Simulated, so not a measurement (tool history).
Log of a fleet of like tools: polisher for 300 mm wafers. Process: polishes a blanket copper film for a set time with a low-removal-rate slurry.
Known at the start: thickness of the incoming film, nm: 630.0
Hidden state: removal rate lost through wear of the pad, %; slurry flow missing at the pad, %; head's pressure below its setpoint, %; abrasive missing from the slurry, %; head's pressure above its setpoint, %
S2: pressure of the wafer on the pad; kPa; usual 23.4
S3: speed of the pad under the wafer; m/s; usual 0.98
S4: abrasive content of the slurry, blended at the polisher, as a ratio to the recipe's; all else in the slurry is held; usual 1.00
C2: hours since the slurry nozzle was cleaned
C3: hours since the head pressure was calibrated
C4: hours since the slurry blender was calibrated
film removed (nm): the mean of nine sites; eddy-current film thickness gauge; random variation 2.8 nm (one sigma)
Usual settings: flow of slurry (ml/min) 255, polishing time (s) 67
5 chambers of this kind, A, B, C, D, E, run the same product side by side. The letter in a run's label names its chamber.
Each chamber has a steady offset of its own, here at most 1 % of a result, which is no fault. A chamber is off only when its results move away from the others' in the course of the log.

{"run": "1A", "hour": 6.9, "flow of slurry (ml/min)": 255, "S2": 23.4, "S3": 0.98, "S4": 1.0, "polishing time (s)": 67, "wafers polished on this pad": 205, "C2": 215.3, "C3": 255.7, "C4": 145.2, "film removed (nm)": 238.05}
{"hour": 8.1, "done": "chamber B: slurry blender recalibrated"}
{"run": "2E", "hour": 14.5, "flow of slurry (ml/min)": 255, "S2": 23.4, "S3": 0.98, "S4": 1.0, "polishing time (s)": 67, "wafers polished on this pad": 232, "C2": 388.9, "C3": 593.5, "C4": 258.6, "film removed (nm)": 239.29}
{"run": "3C", "hour": 20.7, "flow of slurry (ml/min)": 255, "S2": 23.4, "S3": 0.98, "S4": 1.0, "polishing time (s)": 67, "wafers polished on this pad": 479, "C2": 215.9, "C3": 21.4, "C4": 211.8, "film removed (nm)": 233.45}
{"hour": 22.4, "done": "chamber B: slurry nozzle cleaned"}
{"hour": 24.1, "done": "chamber B: worn pad replaced by a new one"}
{"run": "4D", "hour": 24.8, "flow of slurry (ml/min)": 255, "S2": 23.4, "S3": 0.98, "S4": 1.0, "polishing time (s)": 67, "wafers polished on this pad": 506, "C2": 210.2, "C3": 568.1, "C4": 25.3, "film removed (nm)": 232.37}
{"run": "5B", "hour": 28.4, "flow of slurry (ml/min)": 255, "S2": 23.4, "S3": 0.98, "S4": 1.0, "polishing time (s)": 67, "wafers polished on this pad": 51, "C2": 6.0, "C3": 72.8, "C4": 20.3, "film removed (nm)": 236.23}
{"run": "6C", "hour": 33.7, "flow of slurry (ml/min)": 255, "S2": 23.4, "S3": 0.98, "S4": 1.0, "polishing time (s)": 67, "wafers polished on this pad": 635, "C2": 228.9, "C3": 34.4, "C4": 224.8, "film removed (nm)": 238.56}
{"hour": 36.3, "done": "chamber C: worn pad replaced by a new one"}
{"run": "7E", "hour": 41.0, "flow of slurry (ml/min)": 255, "S2": 23.4, "S3": 0.98, "S4": 1.0, "polishing time (s)": 67, "wafers polished on this pad": 549, "C2": 415.4, "C3": 620.0, "C4": 285.1, "film removed (nm)": 238.17}
{"hour": 45.3, "done": "chamber E: slurry blender recalibrated"}
{"run": "8A", "hour": 45.9, "flow of slurry (ml/min)": 255, "S2": 23.4, "S3": 0.98, "S4": 1.0, "polishing time (s)": 67, "wafers polished on this pad": 672, "C2": 254.3, "C3": 294.7, "C4": 184.2, "film removed (nm)": 240.61}
{"hour": 46.0, "done": "chamber E: slurry nozzle cleaned"}
{"hour": 47.9, "done": "chamber D: worn pad replaced by a new one"}
{"run": "9B", "hour": 52.2, "flow of slurry (ml/min)": 255, "S2": 23.4, "S3": 0.98, "S4": 1.0, "polishing time (s)": 67, "wafers polished on this pad": 336, "C2": 29.8, "C3": 96.6, "C4": 44.1, "film removed (nm)": 242.31}
{"run": "10D", "hour": 58.1, "flow of slurry (ml/min)": 255, "S2": 23.4, "S3": 0.98, "S4": 1.0, "polishing time (s)": 67, "wafers polished on this pad": 123, "C2": 243.5, "C3": 601.4, "C4": 58.6, "film removed (nm)": 234.73}
{"run": "11D", "hour": 65.5, "flow of slurry (ml/min)": 170, "S2": 23.4, "S3": 0.8, "S4": 1.0, "polishing time (s)": 67, "wafers polished on this pad": 211, "C2": 250.9, "C3": 608.8, "C4": 66.0, "film removed (nm)": 182.04}
{"run": "12E", "hour": 70.7, "flow of slurry (ml/min)": 170, "S2": 23.4, "S3": 0.8, "S4": 1.0, "polishing time (s)": 67, "wafers polished on this pad": 905, "C2": 24.7, "C3": 649.7, "C4": 25.5, "film removed (nm)": 181.25}
{"hour": 71.3, "done": "chamber A: worn pad replaced by a new one"}
{"hour": 72.4, "done": "chamber E: worn pad replaced by a new one"}
{"hour": 74.0, "done": "chamber B: worn pad replaced by a new one"}
{"run": "13C", "hour": 78.4, "flow of slurry (ml/min)": 170, "S2": 23.4, "S3": 0.8, "S4": 1.0, "polishing time (s)": 67, "wafers polished on this pad": 505, "C2": 273.6, "C3": 79.1, "C4": 269.5, "film removed (nm)": 183.29}
{"hour": 80.4, "done": "chamber C: slurry nozzle cleaned"}
{"hour": 80.6, "done": "chamber A: slurry blender recalibrated"}
{"run": "14A", "hour": 82.0, "flow of slurry (ml/min)": 170, "S2": 23.4, "S3": 0.8, "S4": 1.0, "polishing time (s)": 67, "wafers polished on this pad": 128, "C2": 290.4, "C3": 330.8, "C4": 1.4, "film removed (nm)": 183.87}
{"run": "15B", "hour": 85.4, "flow of slurry (ml/min)": 170, "S2": 23.4, "S3": 0.8, "S4": 1.0, "polishing time (s)": 67, "wafers polished on this pad": 136, "C2": 63.0, "C3": 129.8, "C4": 77.3, "film removed (nm)": 186.72}
{"hour": 87.4, "done": "chamber D: slurry nozzle cleaned"}
{"hour": 90.6, "done": "chamber C: worn pad replaced by a new one"}
{"run": "16C", "hour": 91.1, "flow of slurry (ml/min)": 255, "S2": 23.4, "S3": 0.98, "S4": 1.0, "polishing time (s)": 67, "wafers polished on this pad": 6, "C2": 10.7, "C3": 91.8, "C4": 282.2, "film removed (nm)": 235.97}
{"run": "17E", "hour": 97.0, "flow of slurry (ml/min)": 255, "S2": 23.4, "S3": 0.98, "S4": 1.0, "polishing time (s)": 67, "wafers polished on this pad": 295, "C2": 51.0, "C3": 676.0, "C4": 51.8, "film removed (nm)": 234.72}
{"run": "18B", "hour": 100.7, "flow of slurry (ml/min)": 255, "S2": 23.4, "S3": 0.98, "S4": 0.8, "polishing time (s)": 46, "wafers polished on this pad": 319, "C2": 78.3, "C3": 145.1, "C4": 92.6, "film removed (nm)": 155.73}
{"hour": 101.6, "done": "chamber D: worn pad replaced by a new one"}
{"run": "19A", "hour": 106.0, "flow of slurry (ml/min)": 255, "S2": 23.4, "S3": 0.98, "S4": 0.8, "polishing time (s)": 46, "wafers polished on this pad": 415, "C2": 314.4, "C3": 354.8, "C4": 25.4, "film removed (nm)": 152.25}
{"run": "20D", "hour": 110.1, "flow of slurry (ml/min)": 255, "S2": 23.4, "S3": 0.98, "S4": 0.8, "polishing time (s)": 46, "wafers polished on this pad": 102, "C2": 22.7, "C3": 653.4, "C4": 110.6, "film removed (nm)": 152.46}
{"run": "21A", "hour": 115.8, "flow of slurry (ml/min)": 255, "S2": 23.4, "S3": 0.98, "S4": 0.8, "polishing time (s)": 46, "wafers polished on this pad": 533, "C2": 324.2, "C3": 364.6, "C4": 35.2, "film removed (nm)": 152.53}
{"run": "22E", "hour": 121.4, "flow of slurry (ml/min)": 255, "S2": 23.4, "S3": 0.98, "S4": 0.8, "polishing time (s)": 46, "wafers polished on this pad": 588, "C2": 75.4, "C3": 700.4, "C4": 76.2, "film removed (nm)": 157.61}
{"run": "23C", "hour": 127.8, "flow of slurry (ml/min)": 255, "S2": 28.3, "S3": 1.18, "S4": 1.0, "polishing time (s)": 67, "wafers polished on this pad": 445, "C2": 47.4, "C3": 128.5, "C4": 318.9, "film removed (nm)": 341.39}
{"hour": 128.1, "done": "chamber B: worn pad replaced by a new one"}
{"run": "24B", "hour": 133.5, "flow of slurry (ml/min)": 255, "S2": 28.3, "S3": 1.18, "S4": 1.0, "polishing time (s)": 67, "wafers polished on this pad": 65, "C2": 111.1, "C3": 177.9, "C4": 125.4, "film removed (nm)": 340.64}
{"hour": 139.3, "done": "chamber C: worn pad replaced by a new one"}
{"run": "25D", "hour": 140.9, "flow of slurry (ml/min)": 255, "S2": 28.3, "S3": 1.18, "S4": 1.0, "polishing time (s)": 67, "wafers polished on this pad": 471, "C2": 53.5, "C3": 684.2, "C4": 141.4, "film removed (nm)": 338.61}
{"hour": 147.1, "done": "chamber B: slurry blender recalibrated"}
{"run": "26D", "hour": 147.4, "flow of slurry (ml/min)": 255, "S2": 28.3, "S3": 1.18, "S4": 1.0, "polishing time (s)": 67, "wafers polished on this pad": 549, "C2": 60.0, "C3": 690.7, "C4": 147.9, "film removed (nm)": 345.43}
{"hour": 148.8, "done": "chamber A: worn pad replaced by a new one"}
{"run": "27A", "hour": 154.7, "flow of slurry (ml/min)": 255, "S2": 28.3, "S3": 1.18, "S4": 1.0, "polishing time (s)": 67, "wafers polished on this pad": 71, "C2": 363.1, "C3": 403.5, "C4": 74.1, "film removed (nm)": 328.28}
{"hour": 156.8, "done": "chamber D: worn pad replaced by a new one"}
{"hour": 161.2, "done": "chamber E: worn pad replaced by a new one"}
{"run": "28C", "hour": 161.2, "flow of slurry (ml/min)": 255, "S2": 23.4, "S3": 0.98, "S4": 1.0, "polishing time (s)": 67, "wafers polished on this pad": 263, "C2": 80.8, "C3": 161.9, "C4": 352.3, "film removed (nm)": 237.59}
{"run": "29B", "hour": 168.1, "flow of slurry (ml/min)": 255, "S2": 23.4, "S3": 0.98, "S4": 1.0, "polishing time (s)": 67, "wafers polished on this pad": 479, "C2": 145.7, "C3": 212.5, "C4": 21.1, "film removed (nm)": 239.53}
{"hour": 175.2, "done": "chamber B: worn pad replaced by a new one"}
{"run": "30E", "hour": 175.2, "flow of slurry (ml/min)": 255, "S2": 23.4, "S3": 0.98, "S4": 1.0, "polishing time (s)": 67, "wafers polished on this pad": 168, "C2": 129.2, "C3": 754.2, "C4": 130.0, "film removed (nm)": 234.06}
{"run": "31A", "hour": 180.1, "flow of slurry (ml/min)": 255, "S2": 23.4, "S3": 0.98, "S4": 1.25, "polishing time (s)": 67, "wafers polished on this pad": 375, "C2": 388.5, "C3": 428.9, "C4": 99.5, "film removed (nm)": 233.64}
{"run": "32D", "hour": 187.1, "flow of slurry (ml/min)": 255, "S2": 23.4, "S3": 0.98, "S4": 1.25, "polishing time (s)": 67, "wafers polished on this pad": 363, "C2": 99.7, "C3": 730.4, "C4": 187.6, "film removed (nm)": 248.13}
{"run": "33C", "hour": 192.6, "flow of slurry (ml/min)": 255, "S2": 23.4, "S3": 0.98, "S4": 1.25, "polishing time (s)": 67, "wafers polished on this pad": 639, "C2": 112.2, "C3": 193.3, "C4": 383.7, "film removed (nm)": 247.92}
{"run": "34B", "hour": 196.8, "flow of slurry (ml/min)": 255, "S2": 23.4, "S3": 0.98, "S4": 1.25, "polishing time (s)": 67, "wafers polished on this pad": 259, "C2": 174.4, "C3": 241.2, "C4": 49.8, "film removed (nm)": 247.51}
{"run": "35E", "hour": 201.7, "flow of slurry (ml/min)": 255, "S2": 23.4, "S3": 0.98, "S4": 1.25, "polishing time (s)": 67, "wafers polished on this pad": 486, "C2": 155.7, "C3": 780.7, "C4": 156.5, "film removed (nm)": 249.57}
{"hour": 202.6, "done": "chamber C: worn pad replaced by a new one"}
{"run": "36D", "hour": 207.3, "flow of slurry (ml/min)": 255, "S2": 23.4, "S3": 0.98, "S4": 1.0, "polishing time (s)": 67, "wafers polished on this pad": 605, "C2": 119.9, "C3": 750.6, "C4": 207.8, "film removed (nm)": 241.76}
{"run": "37B", "hour": 210.8, "flow of slurry (ml/min)": 255, "S2": 23.4, "S3": 0.98, "S4": 1.0, "polishing time (s)": 67, "wafers polished on this pad": 427, "C2": 188.4, "C3": 255.2, "C4": 63.8, "film removed (nm)": 231.55}
{"run": "38A", "hour": 216.1, "flow of slurry (ml/min)": 255, "S2": 23.4, "S3": 0.98, "S4": 1.0, "polishing time (s)": 67, "wafers polished on this pad": 807, "C2": 424.5, "C3": 464.9, "C4": 135.5, "film removed (nm)": 220.32}
{"hour": 216.6, "done": "chamber C: slurry blender recalibrated"}
{"run": "39C", "hour": 222.3, "flow of slurry (ml/min)": 255, "S2": 23.4, "S3": 0.98, "S4": 1.0, "polishing time (s)": 49, "wafers polished on this pad": 236, "C2": 141.9, "C3": 223.0, "C4": 5.8, "film removed (nm)": 172.69}
{"run": "40E", "hour": 225.8, "flow of slurry (ml/min)": 255, "S2": 23.4, "S3": 0.98, "S4": 1.0, "polishing time (s)": 49, "wafers polished on this pad": 774, "C2": 179.8, "C3": 804.8, "C4": 180.6, "film removed (nm)": 176.77}

Next, every chamber runs the same settings. What will each give?
{"run": "41A", "hour": 231.5, "flow of slurry (ml/min)": 255, "S2": 23.4, "S3": 0.98, "S4": 1.0, "polishing time (s)": 67, "film removed (nm)": "?"}
{"run": "41B", "hour": 231.5, "flow of slurry (ml/min)": 255, "S2": 23.4, "S3": 0.98, "S4": 1.0, "polishing time (s)": 67, "film removed (nm)": "?"}
{"run": "41C", "hour": 231.5, "flow of slurry (ml/min)": 255, "S2": 23.4, "S3": 0.98, "S4": 1.0, "polishing time (s)": 67, "film removed (nm)": "?"}
{"run": "41D", "hour": 231.5, "flow of slurry (ml/min)": 255, "S2": 23.4, "S3": 0.98, "S4": 1.0, "polishing time (s)": 67, "film removed (nm)": "?"}
{"run": "41E", "hour": 231.5, "flow of slurry (ml/min)": 255, "S2": 23.4, "S3": 0.98, "S4": 1.0, "polishing time (s)": 67, "film removed (nm)": "?"}

run=41A film_removed_(nm)=211.74
run=41B film_removed_(nm)=235.69
run=41C film_removed_(nm)=235.59
run=41D film_removed_(nm)=234.12
run=41E film_removed_(nm)=235.24
